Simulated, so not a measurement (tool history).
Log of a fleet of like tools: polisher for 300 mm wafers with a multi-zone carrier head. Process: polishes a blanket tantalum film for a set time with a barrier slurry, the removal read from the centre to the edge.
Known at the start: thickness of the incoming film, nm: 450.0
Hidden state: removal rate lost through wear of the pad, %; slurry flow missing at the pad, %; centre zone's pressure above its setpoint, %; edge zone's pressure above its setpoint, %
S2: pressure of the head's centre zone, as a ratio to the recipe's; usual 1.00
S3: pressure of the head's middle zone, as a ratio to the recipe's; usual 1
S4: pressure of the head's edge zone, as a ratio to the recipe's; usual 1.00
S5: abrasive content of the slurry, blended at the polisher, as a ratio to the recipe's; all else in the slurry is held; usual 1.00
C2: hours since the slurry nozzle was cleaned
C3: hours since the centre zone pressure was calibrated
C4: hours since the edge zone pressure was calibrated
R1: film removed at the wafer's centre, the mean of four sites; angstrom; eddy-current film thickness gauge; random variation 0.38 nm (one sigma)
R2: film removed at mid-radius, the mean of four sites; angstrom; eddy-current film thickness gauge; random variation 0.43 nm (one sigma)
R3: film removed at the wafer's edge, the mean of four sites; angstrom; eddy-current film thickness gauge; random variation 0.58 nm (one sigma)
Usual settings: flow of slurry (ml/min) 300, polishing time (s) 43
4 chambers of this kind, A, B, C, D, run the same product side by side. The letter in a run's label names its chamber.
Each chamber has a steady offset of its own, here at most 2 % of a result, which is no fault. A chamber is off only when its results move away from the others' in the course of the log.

Run 1A, hour 6.8: usual settings; wafers polished on this pad 506; C2 227.9; C3 40.4; C4 509.9. Result: R1 564.30 angstrom, R2 563.88 angstrom, R3 558.11 angstrom.
At hour 14.2: chamber D: worn pad replaced by a new one.
Run 2B, hour 17.9: usual settings; wafers polished on this pad 1136; C2 274.6; C3 840.6; C4 292.4. Result: R1 562.96 angstrom, R2 567.72 angstrom, R3 551.75 angstrom.
Run 3D, hour 25.4: usual settings; wafers polished on this pad 161; C2 375.6; C3 740.3; C4 525.8. Result: R1 555.11 angstrom, R2 565.19 angstrom, R3 554.36 angstrom.
At hour 37.3: chamber A: worn pad replaced by a new one.
Run 4C, hour 37.9: usual settings; wafers polished on this pad 1044; C2 315.9; C3 469.7; C4 435.9. Result: R1 564.42 angstrom, R2 569.28 angstrom, R3 560.34 angstrom.
At hour 38.1: chamber C: worn pad replaced by a new one.
At hour 44.1: chamber B: worn pad replaced by a new one.
Run 5C, hour 44.4: usual settings; wafers polished on this pad 90; C2 322.4; C3 476.2; C4 442.4. Result: R1 561.59 angstrom, R2 568.61 angstrom, R3 563.31 angstrom.
Run 6D, hour 58.0: usual settings; wafers polished on this pad 625; C2 408.2; C3 772.9; C4 558.4. Result: R1 552.03 angstrom, R2 560.48 angstrom, R3 560.67 angstrom.
Run 7B, hour 68.2: usual settings; wafers polished on this pad 345; C2 324.9; C3 890.9; C4 342.7. Result: R1 572.52 angstrom, R2 566.57 angstrom, R3 564.62 angstrom.
At hour 79.2: chamber B: slurry nozzle cleaned.
Run 8A, hour 81.0: usual settings; wafers polished on this pad 623; C2 302.1; C3 114.6; C4 584.1. Result: R1 563.32 angstrom, R2 571.00 angstrom, R3 561.88 angstrom.
Run 9A, hour 90.5: usual settings; wafers polished on this pad 759; C2 311.6; C3 124.1; C4 593.6. Result: R1 570.75 angstrom, R2 571.84 angstrom, R3 563.27 angstrom.
Run 10B, hour 97.7: usual settings but S5 0.85, polishing time (s) 29; wafers polished on this pad 765; C2 18.6; C3 920.4; C4 372.2. Result: R1 366.17 angstrom, R2 363.31 angstrom, R3 366.70 angstrom.
At hour 104.9: chamber D: worn pad replaced by a new one.
At hour 105.0: chamber A: worn pad replaced by a new one.
Run 11D, hour 106.4: usual settings but S5 0.85, polishing time (s) 29; wafers polished on this pad 22; C2 456.6; C3 821.3; C4 606.8. Result: R1 354.98 angstrom, R2 356.67 angstrom, R3 360.98 angstrom.
At hour 112.5: chamber C: worn pad replaced by a new one.
Run 12C, hour 115.8: usual settings but S5 0.85, polishing time (s) 29; wafers polished on this pad 47; C2 393.8; C3 547.6; C4 513.8. Result: R1 363.76 angstrom, R2 356.43 angstrom, R3 364.87 angstrom.
Run 13A, hour 125.2: usual settings but S5 0.85, polishing time (s) 29; wafers polished on this pad 288; C2 346.3; C3 158.8; C4 628.3. Result: R1 357.58 angstrom, R2 367.98 angstrom, R3 362.64 angstrom.
At hour 129.1: chamber B: worn pad replaced by a new one.
Run 14B, hour 133.1: usual settings; wafers polished on this pad 57; C2 54.0; C3 955.8; C4 407.6. Result: R1 572.21 angstrom, R2 571.08 angstrom, R3 551.96 angstrom.
Run 15C, hour 144.5: usual settings; wafers polished on this pad 456; C2 422.5; C3 576.3; C4 542.5. Result: R1 567.12 angstrom, R2 569.25 angstrom, R3 567.13 angstrom.
Run 16D, hour 151.7: usual settings; wafers polished on this pad 668; C2 501.9; C3 866.6; C4 652.1. Result: R1 550.63 angstrom, R2 559.29 angstrom, R3 567.92 angstrom.
At hour 163.6: chamber D: slurry nozzle cleaned.
Run 17B, hour 164.6: usual settings; wafers polished on this pad 506; C2 85.5; C3 987.3; C4 439.1. Result: R1 564.44 angstrom, R2 566.34 angstrom, R3 559.11 angstrom.
Run 18A, hour 176.1: usual settings but flow of slurry (ml/min) 250, S4 0.93; wafers polished on this pad 1014; C2 397.2; C3 209.7; C4 679.2. Result: R1 547.10 angstrom, R2 559.15 angstrom, R3 537.83 angstrom.
At hour 184.2: chamber A: worn pad replaced by a new one.
Run 19C, hour 185.4: usual settings but flow of slurry (ml/min) 250, S4 0.93; wafers polished on this pad 1040; C2 463.4; C3 617.2; C4 583.4. Result: R1 549.74 angstrom, R2 557.69 angstrom, R3 542.96 angstrom.
Run 20D, hour 194.1: usual settings but flow of slurry (ml/min) 250, S4 0.93; wafers polished on this pad 1273; C2 30.6; C3 909.0; C4 694.5. Result: R1 540.73 angstrom, R2 555.70 angstrom, R3 531.04 angstrom.
At hour 194.2: chamber C: worn pad replaced by a new one.
At hour 194.9: chamber D: worn pad replaced by a new one.
Run 21C, hour 207.7: usual settings but flow of slurry (ml/min) 250, S4 0.93; wafers polished on this pad 192; C2 485.7; C3 639.5; C4 605.7. Result: R1 560.68 angstrom, R2 553.30 angstrom, R3 541.82 angstrom.
Run 22B, hour 214.8: usual settings; wafers polished on this pad 1222; C2 135.7; C3 1037.5; C4 489.3. Result: R1 562.24 angstrom, R2 555.58 angstrom, R3 565.97 angstrom.
Run 23D, hour 221.3: usual settings but S5 1.15; wafers polished on this pad 376; C2 57.8; C3 936.2; C4 721.7. Result: R1 576.86 angstrom, R2 581.09 angstrom, R3 577.12 angstrom.
At hour 223.9: chamber B: worn pad replaced by a new one.
Run 24A, hour 233.6: usual settings but S5 1.15; wafers polished on this pad 705; C2 454.7; C3 267.2; C4 736.7. Result: R1 585.00 angstrom, R2 594.31 angstrom, R3 571.23 angstrom.
Run 25A, hour 244.5: usual settings but S5 1.15; wafers polished on this pad 861; C2 465.6; C3 278.1; C4 747.6. Result: R1 592.69 angstrom, R2 588.37 angstrom, R3 581.48 angstrom.
At hour 253.2: chamber A: worn pad replaced by a new one.
Run 26C, hour 253.8: usual settings but S5 1.15; wafers polished on this pad 850; C2 531.8; C3 685.6; C4 651.8. Result: R1 589.37 angstrom, R2 588.02 angstrom, R3 595.57 angstrom.
Run 27B, hour 260.1: usual settings; wafers polished on this pad 516; C2 181.0; C3 1082.8; C4 534.6. Result: R1 565.03 angstrom, R2 567.37 angstrom, R3 559.52 angstrom.
At hour 262.5: chamber C: worn pad replaced by a new one.
Run 28D, hour 270.1: usual settings; wafers polished on this pad 1072; C2 106.6; C3 985.0; C4 770.5. Result: R1 556.76 angstrom, R2 558.32 angstrom, R3 561.19 angstrom.
Run 29A, hour 278.2: usual settings but S2 1.04, S5 1.25; wafers polished on this pad 356; C2 499.3; C3 311.8; C4 781.3. Result: R1 628.27 angstrom, R2 608.69 angstrom, R3 595.82 angstrom.
At hour 278.3: chamber D: worn pad replaced by a new one.
Run 30D, hour 288.6: usual settings but S2 1.04, S5 1.25; wafers polished on this pad 147; C2 125.1; C3 1003.5; C4 789.0. Result: R1 608.71 angstrom, R2 598.33 angstrom, R3 582.73 angstrom.
Run 31B, hour 298.7: usual settings but S2 1.04, S5 1.25; wafers polished on this pad 1066; C2 219.6; C3 1121.4; C4 573.2. Result: R1 632.78 angstrom, R2 603.42 angstrom, R3 606.67 angstrom.
At hour 306.5: chamber A: centre zone pressure recalibrated.
Run 32C, hour 310.1: usual settings but S2 1.04, S5 1.25; wafers polished on this pad 679; C2 588.1; C3 741.9; C4 708.1. Result: R1 614.92 angstrom, R2 599.84 angstrom, R3 604.76 angstrom.
Run 33B, hour 319.4: usual settings; wafers polished on this pad 1361; C2 240.3; C3 1142.1; C4 593.9. Result: R1 570.95 angstrom, R2 553.65 angstrom, R3 553.08 angstrom.
Run 34D, hour 327.0: usual settings; wafers polished on this pad 694; C2 163.5; C3 1041.9; C4 827.4. Result: R1 551.83 angstrom, R2 568.86 angstrom, R3 553.15 angstrom.
At hour 331.2: chamber A: worn pad replaced by a new one.
Run 35A, hour 339.2: usual settings; wafers polished on this pad 114; C2 560.3; C3 32.7; C4 842.3. Result: R1 567.15 angstrom, R2 578.00 angstrom, R3 561.14 angstrom.
At hour 343.5: chamber C: worn pad replaced by a new one.
Run 36C, hour 351.7: usual settings; wafers polished on this pad 117; C2 629.7; C3 783.5; C4 749.7. Result: R1 560.06 angstrom, R2 564.55 angstrom, R3 568.68 angstrom.
Run 37C, hour 362.9: usual settings; wafers polished on this pad 277; C2 640.9; C3 794.7; C4 760.9. Result: R1 559.92 angstrom, R2 565.77 angstrom, R3 567.68 angstrom.

Is one chamber off against the others, does the gauge drift, or is nothing wrong? If a chamber is off, say which, and what the likeliest cause is.

No chamber stands off beyond its own small offset, and the gauge holds steady.
